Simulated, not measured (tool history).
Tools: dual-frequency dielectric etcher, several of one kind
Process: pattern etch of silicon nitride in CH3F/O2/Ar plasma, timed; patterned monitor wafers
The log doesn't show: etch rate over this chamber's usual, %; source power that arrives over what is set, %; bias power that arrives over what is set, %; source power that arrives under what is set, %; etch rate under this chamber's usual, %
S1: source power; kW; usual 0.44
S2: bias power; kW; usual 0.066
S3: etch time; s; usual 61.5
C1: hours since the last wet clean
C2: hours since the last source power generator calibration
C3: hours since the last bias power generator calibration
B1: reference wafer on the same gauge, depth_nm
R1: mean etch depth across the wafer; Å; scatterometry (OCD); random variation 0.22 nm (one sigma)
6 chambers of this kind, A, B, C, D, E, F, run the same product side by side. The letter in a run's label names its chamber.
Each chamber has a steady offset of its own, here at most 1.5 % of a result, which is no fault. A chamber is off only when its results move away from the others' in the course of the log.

run 1C hour=8.8 | S1=0.44 S2=0.066 S3=61.5 | C1=532.1 C2=3591.7 C3=1376.6 | B1=45.142 | R1=440.95
-- hour=12.9 chamber C: wet clean of the chamber
run 2F hour=17.3 | S1=0.44 S2=0.066 S3=61.5 | C1=261.2 C2=3217.6 C3=367.7 | B1=45.176 | R1=431.09
run 3A hour=26.6 | S1=0.44 S2=0.066 S3=61.5 | C1=331.8 C2=784 C3=3093.4 | B1=45.252 | R1=430.94
run 4E hour=36.2 | S1=0.44 S2=0.066 S3=61.5 | C1=273.2 C2=3838.7 C3=3437.2 | B1=45.242 | R1=442.4
run 5D hour=47.6 | S1=0.44 S2=0.066 S3=61.5 | C1=305.1 C2=1120.6 C3=1727.1 | B1=45.27 | R1=431.26
run 6B hour=60.2 | S1=0.44 S2=0.066 S3=61.5 | C1=168.1 C2=3108.6 C3=3289.3 | B1=45.15 | R1=432.26
run 7D hour=72.6 | S1=0.44 S2=0.056 S3=61.5 | C1=330.1 C2=1145.6 C3=1752.1 | B1=45.185 | R1=409.13
run 8C hour=81.1 | S1=0.44 S2=0.056 S3=61.5 | C1=68.2 C2=3664 C3=1448.9 | B1=45.177 | R1=415.69
run 9A hour=89.8 | S1=0.44 S2=0.056 S3=61.5 | C1=395 C2=847.2 C3=3156.6 | B1=45.205 | R1=408.49
run 10F hour=100.6 | S1=0.44 S2=0.056 S3=61.5 | C1=344.5 C2=3300.9 C3=451 | B1=45.22 | R1=407.42
run 11E hour=110.2 | S1=0.44 S2=0.056 S3=61.5 | C1=347.2 C2=3912.7 C3=3511.2 | B1=45.208 | R1=411.28
run 12B hour=118.1 | S1=0.44 S2=0.056 S3=61.5 | C1=226 C2=3166.5 C3=3347.2 | B1=45.189 | R1=404.23
run 13F hour=125.5 | S1=0.44 S2=0.066 S3=61.5 | C1=369.4 C2=3325.8 C3=475.9 | B1=45.175 | R1=432.1
run 14D hour=136.4 | S1=0.44 S2=0.066 S3=61.5 | C1=393.9 C2=1209.4 C3=1815.9 | B1=45.205 | R1=428.09
run 15C hour=147.8 | S1=0.44 S2=0.066 S3=61.5 | C1=134.9 C2=3730.7 C3=1515.6 | B1=45.175 | R1=432.68
-- hour=150.4 chamber E: wet clean of the chamber
run 16A hour=156.4 | S1=0.44 S2=0.066 S3=61.5 | C1=461.6 C2=913.8 C3=3223.2 | B1=45.157 | R1=431.67
run 17E hour=165.7 | S1=0.44 S2=0.066 S3=61.5 | C1=15.4 C2=3968.2 C3=3566.7 | B1=45.193 | R1=433.42
run 18B hour=178.1 | S1=0.44 S2=0.066 S3=61.5 | C1=286 C2=3226.5 C3=3407.2 | B1=45.223 | R1=432.5
run 19A hour=184.7 | S1=0.48 S2=0.051 S3=61.5 | C1=489.9 C2=942.1 C3=3251.5 | B1=45.204 | R1=412.81
run 20C hour=194.4 | S1=0.48 S2=0.051 S3=61.5 | C1=181.5 C2=3777.3 C3=1562.2 | B1=45.2 | R1=415.01
run 21E hour=202.3 | S1=0.48 S2=0.051 S3=61.5 | C1=52 C2=4004.8 C3=3603.3 | B1=45.221 | R1=416.89
-- hour=208.1 chamber B: wet clean of the chamber
run 22D hour=210.6 | S1=0.48 S2=0.051 S3=61.5 | C1=468.1 C2=1283.6 C3=1890.1 | B1=45.189 | R1=408.06
run 23F hour=219.4 | S1=0.48 S2=0.051 S3=61.5 | C1=463.3 C2=3419.7 C3=569.8 | B1=45.176 | R1=411.66
run 24B hour=226.3 | S1=0.48 S2=0.051 S3=61.5 | C1=18.3 C2=3274.7 C3=3455.4 | B1=45.206 | R1=409.33
-- hour=229.7 chamber D: wet clean of the chamber
run 25A hour=236.9 | S1=0.44 S2=0.066 S3=61.5 | C1=542.1 C2=994.3 C3=3303.7 | B1=45.208 | R1=433.67
run 26B hour=247.1 | S1=0.44 S2=0.066 S3=61.5 | C1=39.1 C2=3295.5 C3=3476.2 | B1=45.168 | R1=428.01
run 27F hour=256.3 | S1=0.44 S2=0.066 S3=51.5 | C1=500.2 C2=3456.6 C3=606.7 | B1=45.188 | R1=361.26
run 28E hour=264.1 | S1=0.44 S2=0.066 S3=51.5 | C1=113.8 C2=4066.6 C3=3665.1 | B1=45.19 | R1=366.43
run 29D hour=270.5 | S1=0.44 S2=0.066 S3=51.5 | C1=40.8 C2=1343.5 C3=1950 | B1=45.241 | R1=356.49
run 30C hour=278.4 | S1=0.44 S2=0.066 S3=51.5 | C1=265.5 C2=3861.3 C3=1646.2 | B1=45.197 | R1=363.16
run 31B hour=286.8 | S1=0.44 S2=0.066 S3=51.5 | C1=78.8 C2=3335.2 C3=3515.9 | B1=45.245 | R1=360.53
run 32C hour=294.9 | S1=0.44 S2=0.066 S3=51.5 | C1=282 C2=3877.8 C3=1662.7 | B1=45.108 | R1=366.81
run 33D hour=300.7 | S1=0.44 S2=0.066 S3=61.5 | C1=71 C2=1373.7 C3=1980.2 | B1=45.199 | R1=429.82
run 34A hour=310 | S1=0.44 S2=0.066 S3=73.5 | C1=615.2 C2=1067.4 C3=3376.8 | B1=45.168 | R1=515.7
run 35F hour=321.6 | S1=0.44 S2=0.066 S3=73.5 | C1=565.5 C2=3521.9 C3=672 | B1=45.208 | R1=508.94
run 36E hour=333.9 | S1=0.44 S2=0.066 S3=73.5 | C1=183.6 C2=4136.4 C3=3734.9 | B1=45.176 | R1=522.2
run 37B hour=341.5 | S1=0.44 S2=0.066 S3=73.5 | C1=133.5 C2=3389.9 C3=3570.6 | B1=45.162 | R1=514.74
run 38F hour=349.1 | S1=0.44 S2=0.066 S3=73.5 | C1=593 C2=3549.4 C3=699.5 | B1=45.18 | R1=516.81

Is one chamber off against the others, does the gauge drift, or is nothing wrong? If a chamber is off, say which, and what the likeliest cause is.

No chamber stands off beyond its own small offset, and the gauge holds steady.
